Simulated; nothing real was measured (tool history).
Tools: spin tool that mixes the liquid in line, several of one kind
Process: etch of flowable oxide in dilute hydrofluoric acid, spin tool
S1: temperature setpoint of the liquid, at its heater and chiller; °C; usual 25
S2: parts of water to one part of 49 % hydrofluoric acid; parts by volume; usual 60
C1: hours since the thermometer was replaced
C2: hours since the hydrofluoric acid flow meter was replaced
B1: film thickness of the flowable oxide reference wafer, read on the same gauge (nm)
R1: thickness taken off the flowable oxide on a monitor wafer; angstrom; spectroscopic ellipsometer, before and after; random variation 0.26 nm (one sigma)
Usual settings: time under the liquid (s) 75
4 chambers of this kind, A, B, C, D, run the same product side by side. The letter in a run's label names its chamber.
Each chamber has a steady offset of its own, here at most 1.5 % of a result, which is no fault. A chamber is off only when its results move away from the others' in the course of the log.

run 1D hour=7.9 | S1=25 S2=60 time_under_the_liquid_(s)=75 | C1=708.2 C2=618.1 | B1=130.02 | R1=399.95
run 2C hour=21.7 | S1=25 S2=60 time_under_the_liquid_(s)=75 | C1=155.0 C2=637.0 | B1=130.01 | R1=396.22
-- hour=30.3 chamber B: hydrofluoric acid flow meter replaced
run 3A hour=35.2 | S1=25 S2=60 time_under_the_liquid_(s)=75 | C1=214.8 C2=1791.1 | B1=129.96 | R1=391.89
run 4B hour=49.8 | S1=25 S2=60 time_under_the_liquid_(s)=75 | C1=1131.4 C2=19.5 | B1=130.03 | R1=393.89
run 5B hour=59.0 | S1=25 S2=60 time_under_the_liquid_(s)=75 | C1=1140.6 C2=28.7 | B1=129.97 | R1=393.28
-- hour=69.0 chamber D: thermometer replaced
run 6C hour=73.4 | S1=25 S2=60 time_under_the_liquid_(s)=75 | C1=206.7 C2=688.7 | B1=129.99 | R1=390.58
run 7D hour=84.3 | S1=25 S2=40 time_under_the_liquid_(s)=75 | C1=15.3 C2=694.5 | B1=129.98 | R1=601.59
run 8A hour=90.8 | S1=25 S2=40 time_under_the_liquid_(s)=75 | C1=270.4 C2=1846.7 | B1=129.99 | R1=609.30
run 9B hour=105.5 | S1=25 S2=40 time_under_the_liquid_(s)=75 | C1=1187.1 C2=75.2 | B1=129.96 | R1=617.75
run 10D hour=112.9 | S1=25 S2=40 time_under_the_liquid_(s)=75 | C1=43.9 C2=723.1 | B1=130.02 | R1=609.34
run 11A hour=125.8 | S1=25 S2=60 time_under_the_liquid_(s)=75 | C1=305.4 C2=1881.7 | B1=129.99 | R1=394.16
run 12C hour=133.3 | S1=25 S2=60 time_under_the_liquid_(s)=75 | C1=266.6 C2=748.6 | B1=130.00 | R1=390.33
run 13C hour=142.6 | S1=25 S2=60 time_under_the_liquid_(s)=75 | C1=275.9 C2=757.9 | B1=130.01 | R1=396.61
run 14B hour=153.4 | S1=25 S2=60 time_under_the_liquid_(s)=75 | C1=1235.0 C2=123.1 | B1=130.02 | R1=398.16
-- hour=153.5 chamber A: hydrofluoric acid flow meter replaced
run 15D hour=160.4 | S1=25 S2=60 time_under_the_liquid_(s)=75 | C1=91.4 C2=770.6 | B1=130.02 | R1=393.39
run 16A hour=167.1 | S1=25 S2=80 time_under_the_liquid_(s)=75 | C1=346.7 C2=13.7 | B1=129.99 | R1=290.92
run 17A hour=178.7 | S1=25 S2=80 time_under_the_liquid_(s)=75 | C1=358.3 C2=25.3 | B1=129.97 | R1=289.82
run 18B hour=191.8 | S1=25 S2=80 time_under_the_liquid_(s)=75 | C1=1273.4 C2=161.5 | B1=130.04 | R1=287.92
run 19D hour=201.0 | S1=25 S2=80 time_under_the_liquid_(s)=75 | C1=132.0 C2=811.2 | B1=130.00 | R1=291.49
run 20C hour=215.3 | S1=25 S2=60 time_under_the_liquid_(s)=75 | C1=348.6 C2=830.6 | B1=129.95 | R1=392.79
run 21D hour=223.5 | S1=25 S2=40 time_under_the_liquid_(s)=95 | C1=154.5 C2=833.7 | B1=130.01 | R1=772.16
run 22A hour=232.0 | S1=25 S2=40 time_under_the_liquid_(s)=95 | C1=411.6 C2=78.6 | B1=129.98 | R1=767.23
run 23B hour=241.6 | S1=25 S2=40 time_under_the_liquid_(s)=95 | C1=1323.2 C2=211.3 | B1=129.98 | R1=762.81
run 24C hour=256.0 | S1=25 S2=40 time_under_the_liquid_(s)=95 | C1=389.3 C2=871.3 | B1=129.97 | R1=760.33
run 25C hour=264.1 | S1=25 S2=60 time_under_the_liquid_(s)=75 | C1=397.4 C2=879.4 | B1=129.99 | R1=398.58
run 26A hour=271.0 | S1=25 S2=60 time_under_the_liquid_(s)=75 | C1=450.6 C2=117.6 | B1=130.01 | R1=392.84
run 27B hour=280.3 | S1=25 S2=60 time_under_the_liquid_(s)=75 | C1=1361.9 C2=250.0 | B1=130.00 | R1=400.65
run 28D hour=287.9 | S1=25 S2=60 time_under_the_liquid_(s)=75 | C1=218.9 C2=898.1 | B1=130.03 | R1=397.20
run 29A hour=302.4 | S1=25 S2=60 time_under_the_liquid_(s)=75 | C1=482.0 C2=149.0 | B1=130.00 | R1=391.57
run 30B hour=310.1 | S1=25 S2=60 time_under_the_liquid_(s)=75 | C1=1391.7 C2=279.8 | B1=130.00 | R1=396.42
run 31D hour=322.3 | S1=25 S2=60 time_under_the_liquid_(s)=75 | C1=253.3 C2=932.5 | B1=130.00 | R1=397.88
run 32C hour=335.2 | S1=25 S2=60 time_under_the_liquid_(s)=75 | C1=468.5 C2=950.5 | B1=129.98 | R1=396.40
run 33C hour=344.8 | S1=25 S2=60 time_under_the_liquid_(s)=75 | C1=478.1 C2=960.1 | B1=130.00 | R1=391.98
run 34D hour=352.7 | S1=25 S2=60 time_under_the_liquid_(s)=75 | C1=283.7 C2=962.9 | B1=129.99 | R1=396.98

What goes on in this fleet: one chamber off, a drifting gauge, or nothing beyond the chambers' own small offsets? Name the chamber and the cause, if any.

No chamber stands off beyond its own small offset, and the gauge holds steady.
